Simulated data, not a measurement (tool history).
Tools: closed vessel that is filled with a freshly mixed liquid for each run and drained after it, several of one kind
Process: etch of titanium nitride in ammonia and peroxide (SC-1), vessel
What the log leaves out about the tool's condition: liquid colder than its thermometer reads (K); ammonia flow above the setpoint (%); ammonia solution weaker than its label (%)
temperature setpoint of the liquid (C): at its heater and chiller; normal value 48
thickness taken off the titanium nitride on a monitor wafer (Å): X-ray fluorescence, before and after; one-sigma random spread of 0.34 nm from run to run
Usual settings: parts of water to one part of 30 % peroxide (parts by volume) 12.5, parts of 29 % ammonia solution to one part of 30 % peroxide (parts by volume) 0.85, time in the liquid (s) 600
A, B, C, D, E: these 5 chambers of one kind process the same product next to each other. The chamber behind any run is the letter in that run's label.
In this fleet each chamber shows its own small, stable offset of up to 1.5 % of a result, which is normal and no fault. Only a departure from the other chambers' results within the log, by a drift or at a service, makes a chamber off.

run    day  temperature setpoint of the liquid (C)  parts of water to one part of 30 % peroxide (parts by volume)  parts of 29 % ammonia solution to one part of 30 % peroxide (parts by volume)  time in the liquid (s)  hours since the thermometer was replaced  hours since the ammonia flow meter was replaced  hours since the drum of ammonia solution was connected  read-back film thickness of the titanium nitride reference wafer, read on the same gauge (nm)  thickness taken off the titanium nitride on a monitor wafer (Å)
     0.071  -- chamber D: ammonia flow meter replaced
 1A    0.1                                      48                                                           12.5                                                                           0.85                     600                                     437.4                                           1391.6                                                   106.4                                                                                         130.01                                                            490.2
 2C  0.217                                      48                                                           12.5                                                                           0.85                     600                                     827.5                                            467.7                                                   632.3                                                                                         130.03                                                           488.59
     0.333  -- chamber C: thermometer replaced
 3E  0.338                                      48                                                           12.5                                                                           0.85                     600                                    1456.1                                           1298.6                                                   361.2                                                                                         130.04                                                           490.45
 4D  0.496                                      48                                                           12.5                                                                           0.85                     600                                     270.5                                             10.3                                                   426.4                                                                                         130.01                                                           482.55
 5B  0.638                                      48                                                           12.5                                                                           0.85                     600                                     376.8                                            983.5                                                   381.9                                                                                         129.97                                                           478.49
 6E  0.758                                      48                                                           12.5                                                                            0.5                     600                                    1466.2                                           1308.7                                                   371.3                                                                                         129.97                                                           447.83
 7D  0.879                                      48                                                           12.5                                                                            0.5                     600                                     279.7                                             19.5                                                   435.6                                                                                         130.02                                                           442.64
 8B      1                                      48                                                           12.5                                                                            0.5                     600                                     385.5                                            992.2                                                   390.6                                                                                            130                                                           439.08
 9A  1.175                                      48                                                           12.5                                                                            0.5                     600                                     463.2                                           1417.4                                                   132.2                                                                                         130.02                                                            448.6
10C  1.342                                      48                                                           12.5                                                                            0.5                     600                                      24.3                                            494.7                                                   659.3                                                                                         129.99                                                           443.42
11A  1.488                                      48                                                           12.5                                                                           0.85                     600                                     470.7                                           1424.9                                                   139.7                                                                                         129.99                                                           478.82
12D  1.575                                      48                                                           12.5                                                                           0.85                     600                                     296.4                                             36.2                                                   452.3                                                                                         130.01                                                           487.58
13B  1.708                                      48                                                           12.5                                                                           0.85                     600                                     402.5                                           1009.2                                                   407.6                                                                                         130.03                                                           477.46
14E    1.8                                      48                                                           12.5                                                                           0.85                     600                                    1491.2                                           1333.7                                                   396.3                                                                                         130.05                                                              488
15C  1.892                                      48                                                           12.5                                                                           0.85                     600                                      37.5                                            507.9                                                   672.5                                                                                         129.99                                                           486.22
16A  2.008                                      48                                                           12.5                                                                           0.85                     600                                     483.2                                           1437.4                                                   152.2                                                                                         129.98                                                           492.92
17D  2.129                                      48                                                           12.5                                                                           0.85                     600                                     309.7                                             49.5                                                   465.6                                                                                            130                                                           477.44
18B  2.242                                      48                                                           12.5                                                                           0.85                     770                                     415.3                                             1022                                                   420.4                                                                                         129.96                                                           618.38
19C  2.325                                      48                                                           12.5                                                                           0.85                     770                                      47.9                                            518.3                                                   682.9                                                                                         129.98                                                           624.23
     2.358  -- chamber E: new drum of ammonia solution connected
20E  2.471                                      48                                                           12.5                                                                           0.85                     770                                    1507.3                                           1349.8                                                     2.8                                                                                         129.99                                                           639.17
21D  2.554                                      48                                                           12.5                                                                           0.85                     770                                     319.9                                             59.7                                                   475.8                                                                                            130                                                           611.19
22A  2.667                                      48                                                           12.5                                                                           0.85                     770                                       499                                           1453.2                                                     168                                                                                         130.03                                                            623.3
23E  2.821                                      48                                                           12.5                                                                           0.85                     600                                    1515.7                                           1358.2                                                    11.2                                                                                         130.01                                                           495.12
24B  2.962                                      48                                                           12.5                                                                           0.85                     600                                     432.6                                           1039.3                                                   437.7                                                                                            130                                                           477.23
25C  3.096                                      48                                                           12.5                                                                           0.85                     600                                      66.4                                            536.8                                                   701.4                                                                                            130                                                           486.33
26D  3.279                                      48                                                           12.5                                                                            0.6                     600                                     337.3                                             77.1                                                   493.2                                                                                            130                                                           442.98
27A    3.4                                      48                                                           12.5                                                                            0.6                     600                                     516.6                                           1470.8                                                   185.6                                                                                         129.98                                                            466.1
28C  3.529                                      48                                                           12.5                                                                            0.6                     600                                      76.8                                            547.2                                                   711.8                                                                                            130                                                           460.08
29B  3.612                                      48                                                           12.5                                                                            0.6                     600                                     448.2                                           1054.9                                                   453.3                                                                                         130.01                                                           453.16
30E  3.696                                      48                                                           12.5                                                                            0.6                     600                                    1536.7                                           1379.2                                                    32.2                                                                                         130.02                                                           462.54
31A  3.833                                      48                                                           12.5                                                                           0.85                     600                                       527                                           1481.2                                                     196                                                                                         130.04                                                           484.29
32B  3.925                                      48                                                           12.5                                                                           0.85                     600                                     455.7                                           1062.4                                                   460.8                                                                                         129.97                                                           481.96
33C  4.067                                      48                                                           12.5                                                                           0.85                     600                                      89.7                                            560.1                                                   724.7                                                                                         130.02                                                            480.8
34D   4.25                                      48                                                           12.5                                                                           0.85                     600                                     360.6                                            100.4                                                   516.5                                                                                         130.01                                                            463.9
35E  4.396                                      48                                                           12.5                                                                           0.85                     600                                    1553.5                                             1396                                                      49                                                                                         129.97                                                           495.31
36B  4.483                                      48                                                           12.5                                                                           0.85                     825                                     469.1                                           1075.8                                                   474.2                                                                                         130.01                                                           658.29
37E  4.604                                      48                                                           12.5                                                                           0.85                     825                                    1558.5                                             1401                                                      54                                                                                         129.99                                                           672.08
     4.696  -- chamber A: thermometer replaced
38C  4.725                                      48                                                           12.5                                                                           0.85                     825                                     105.5                                            575.9                                                   740.5                                                                                         130.05                                                           668.47
39D  4.838                                      48                                                           12.5                                                                           0.85                     825                                     374.7                                            114.5                                                   530.6                                                                                         129.99                                                           634.04
40A  4.954                                      48                                                           12.5                                                                           0.85                     825                                       6.2                                           1508.1                                                   222.9                                                                                         130.04                                                           668.29
41A  5.112                                      48                                                           12.5                                                                           0.85                     600                                        10                                           1511.9                                                   226.7                                                                                         129.98                                                           484.76
42C  5.212                                      48                                                           12.5                                                                           0.85                     600                                     117.2                                            587.6                                                   752.2                                                                                         129.93                                                           487.25
43D  5.379                                      48                                                           12.5                                                                           0.85                     600                                     387.7                                            127.5                                                   543.6                                                                                         130.02                                                           455.15

Each of the 5 chambers runs these same settings next. Fill in every chamber's results:
44A  5.512                                      48                                                           16.5                                                                           0.85                     600                                                                                                                                                                                                                                                                                                                  ?
44B  5.512                                      48                                                           16.5                                                                           0.85                     600                                                                                                                                                                                                                                                                                                                  ?
44C  5.512                                      48                                                           16.5                                                                           0.85                     600                                                                                                                                                                                                                                                                                                                  ?
44D  5.512                                      48                                                           16.5                                                                           0.85                     600                                                                                                                                                                                                                                                                                                                  ?
44E  5.512                                      48                                                           16.5                                                                           0.85                     600                                                                                                                                                                                                                                                                                                                  ?

run  thickness taken off the titanium nitride on a monitor wafer (Å)
44A                                                           423.14
44B                                                           411.63
44C                                                            420.2
44D                                                           388.03
44E                                                            426.6
